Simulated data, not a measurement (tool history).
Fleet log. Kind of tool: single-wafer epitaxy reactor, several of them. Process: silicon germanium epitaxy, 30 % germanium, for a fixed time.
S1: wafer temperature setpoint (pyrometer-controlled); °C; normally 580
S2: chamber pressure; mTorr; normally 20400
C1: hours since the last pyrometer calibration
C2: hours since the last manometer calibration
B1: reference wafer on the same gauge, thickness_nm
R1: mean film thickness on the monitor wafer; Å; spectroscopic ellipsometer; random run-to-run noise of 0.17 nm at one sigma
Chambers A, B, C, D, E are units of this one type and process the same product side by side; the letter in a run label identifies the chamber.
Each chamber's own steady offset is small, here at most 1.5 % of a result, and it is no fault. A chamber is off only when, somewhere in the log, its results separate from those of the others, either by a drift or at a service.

run,hour,S1,S2,C1,C2,B1,R1
1B,7.6,580,20400,1255.1,982.4,33.393,410.28
2A,16.4,580,20400,824.5,623.7,33.38,409.28
3C,24.2,580,20400,109.2,1952,33.382,412.9
4E,30.5,580,20400,423.3,1508.4,33.395,412.64
5D,36.3,580,22900,591.3,1284.5,33.425,436.9
6D,46.1,580,22900,601.1,1294.3,33.416,433.57
7E,55.5,580,22900,448.3,1533.4,33.41,430.56
8B,62,580,22900,1309.5,1036.8,33.399,426.38
9A,69.4,580,22900,877.5,676.7,33.393,430.48
10C,76.4,580,20400,161.4,2004.2,33.422,415.77
11E,85.6,571,20400,478.4,1563.5,33.388,344.55
12C,92.3,571,20400,177.3,2020.1,33.382,347.28
13D,99.4,571,20400,654.4,1347.6,33.395,352.55
14A,109.7,571,20400,917.8,717,33.372,343.51
15B,116.8,571,20400,1364.3,1091.6,33.395,344.71
16D,124,580,20400,679,1372.2,33.399,416.25
17A,131.5,580,20400,939.6,738.8,33.412,407.05
18B,141.2,580,20400,1388.7,1116,33.407,406.97
19C,152,580,20400,237,2079.8,33.353,410.56
20E,162.1,580,20400,554.9,1640,33.405,408.47
21D,170.9,580,20400,725.9,1419.1,33.383,419.89
22E,180,580,20400,572.8,1657.9,33.39,409.52
23A,188.2,580,20400,996.3,795.5,33.397,409.88
24C,194.9,591,20400,279.9,2122.7,33.43,510.16
25B,201.7,591,20400,1449.2,1176.5,33.399,501.49
26C,211.6,591,20400,296.6,2139.4,33.443,505.16
27E,223.1,591,20400,615.9,1701,33.416,504.34
28A,229.9,591,20400,1038,837.2,33.396,503.33
29B,235.4,580,20400,1482.9,1210.2,33.38,407.21
30D,241.4,580,16300,796.4,1489.6,33.404,394.64
31C,248.5,580,16300,333.5,2176.3,33.362,379.13
32A,256.3,580,16300,1064.4,863.6,33.396,375.07
33B,266.2,580,16300,1513.7,1241,33.426,373.15
34D,275,580,16300,830,1523.2,33.403,391.26
35E,285.8,580,20400,678.6,1763.7,33.387,409.79

Next, all 5 chambers run the settings below, one line each with question marks for the results. What does each chamber give?
36A,294.4,580,20400,,,,?
36B,294.4,580,20400,,,,?
36C,294.4,580,20400,,,,?
36D,294.4,580,20400,,,,?
36E,294.4,580,20400,,,,?

run,R1
36A,409.11
36B,409.02
36C,413.41
36D,431.73
36E,409.64

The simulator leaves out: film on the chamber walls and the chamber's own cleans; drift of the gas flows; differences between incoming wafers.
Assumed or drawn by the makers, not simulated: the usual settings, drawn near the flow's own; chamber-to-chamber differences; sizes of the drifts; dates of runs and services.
